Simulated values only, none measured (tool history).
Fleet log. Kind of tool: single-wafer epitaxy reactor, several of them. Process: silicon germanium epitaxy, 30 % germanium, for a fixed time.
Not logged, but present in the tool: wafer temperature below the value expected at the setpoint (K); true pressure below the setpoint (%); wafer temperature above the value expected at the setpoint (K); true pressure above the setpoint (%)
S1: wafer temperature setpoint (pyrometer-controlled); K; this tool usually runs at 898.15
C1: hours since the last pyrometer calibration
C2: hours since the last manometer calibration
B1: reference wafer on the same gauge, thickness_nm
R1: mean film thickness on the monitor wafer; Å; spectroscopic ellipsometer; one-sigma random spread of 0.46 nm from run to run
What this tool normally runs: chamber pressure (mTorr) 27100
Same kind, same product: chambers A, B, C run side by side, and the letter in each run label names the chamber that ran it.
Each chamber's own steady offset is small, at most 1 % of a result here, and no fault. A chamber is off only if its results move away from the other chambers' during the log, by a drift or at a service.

run 1B day=0.292 | S1=898.15 chamber_pressure_(mTorr)=27100 | C1=1799.6 C2=1793.3 | B1=98.026 | R1=1035.5
run 2A day=0.629 | S1=898.15 chamber_pressure_(mTorr)=27100 | C1=601.1 C2=709.9 | B1=98.044 | R1=1029.3
run 3C day=0.971 | S1=898.15 chamber_pressure_(mTorr)=27100 | C1=983.5 C2=784.2 | B1=98.138 | R1=1034.6
run 4C day=1.379 | S1=898.15 chamber_pressure_(mTorr)=27100 | C1=993.3 C2=794 | B1=97.856 | R1=1037
run 5B day=1.679 | S1=898.15 chamber_pressure_(mTorr)=27100 | C1=1832.9 C2=1826.6 | B1=98.023 | R1=1039.1
-- day=2.225 chamber B: capacitance manometer re-zeroed and calibrated
run 6A day=2.242 | S1=898.15 chamber_pressure_(mTorr)=27100 | C1=639.8 C2=748.6 | B1=98.041 | R1=1014.8
run 7B day=2.833 | S1=898.15 chamber_pressure_(mTorr)=27100 | C1=1860.6 C2=14.6 | B1=97.934 | R1=1035.3
run 8C day=3.292 | S1=898.15 chamber_pressure_(mTorr)=27100 | C1=1039.2 C2=839.9 | B1=97.884 | R1=1030.4
run 9A day=3.592 | S1=898.15 chamber_pressure_(mTorr)=27100 | C1=672.2 C2=781 | B1=97.948 | R1=1016.1
run 10B day=4.017 | S1=898.15 chamber_pressure_(mTorr)=27100 | C1=1889 C2=43 | B1=98.117 | R1=1041.2
-- day=4.2 chamber C: pyrometer calibrated
run 11A day=4.421 | S1=898.15 chamber_pressure_(mTorr)=27100 | C1=692.1 C2=800.9 | B1=97.913 | R1=1021.2
run 12C day=4.883 | S1=898.15 chamber_pressure_(mTorr)=27100 | C1=16.5 C2=878.1 | B1=97.998 | R1=1034
run 13B day=5.438 | S1=898.15 chamber_pressure_(mTorr)=27100 | C1=1923.1 C2=77.1 | B1=97.974 | R1=1038.4
run 14C day=6.025 | S1=898.15 chamber_pressure_(mTorr)=27100 | C1=43.9 C2=905.5 | B1=97.973 | R1=1038
run 15A day=6.317 | S1=889.15 chamber_pressure_(mTorr)=27100 | C1=737.6 C2=846.4 | B1=97.963 | R1=863.35
run 16C day=6.808 | S1=889.15 chamber_pressure_(mTorr)=27100 | C1=62.7 C2=924.3 | B1=97.949 | R1=891.76
run 17B day=7.3 | S1=889.15 chamber_pressure_(mTorr)=27100 | C1=1967.8 C2=121.8 | B1=97.951 | R1=890.57
run 18A day=7.625 | S1=898.15 chamber_pressure_(mTorr)=27100 | C1=769 C2=877.8 | B1=98.052 | R1=1008.6
run 19A day=8.079 | S1=898.15 chamber_pressure_(mTorr)=27100 | C1=779.9 C2=888.7 | B1=97.962 | R1=1011.2
run 20C day=8.608 | S1=898.15 chamber_pressure_(mTorr)=27100 | C1=105.9 C2=967.5 | B1=98.02 | R1=1039.1

Next, every chamber runs the same settings. What will each give?
run 21A day=9.033 | S1=898.15 chamber_pressure_(mTorr)=27100 | R1=?
run 21B day=9.033 | S1=898.15 chamber_pressure_(mTorr)=27100 | R1=?
run 21C day=9.033 | S1=898.15 chamber_pressure_(mTorr)=27100 | R1=?

run=21A R1=1000.9
run=21B R1=1040.5
run=21C R1=1030.1
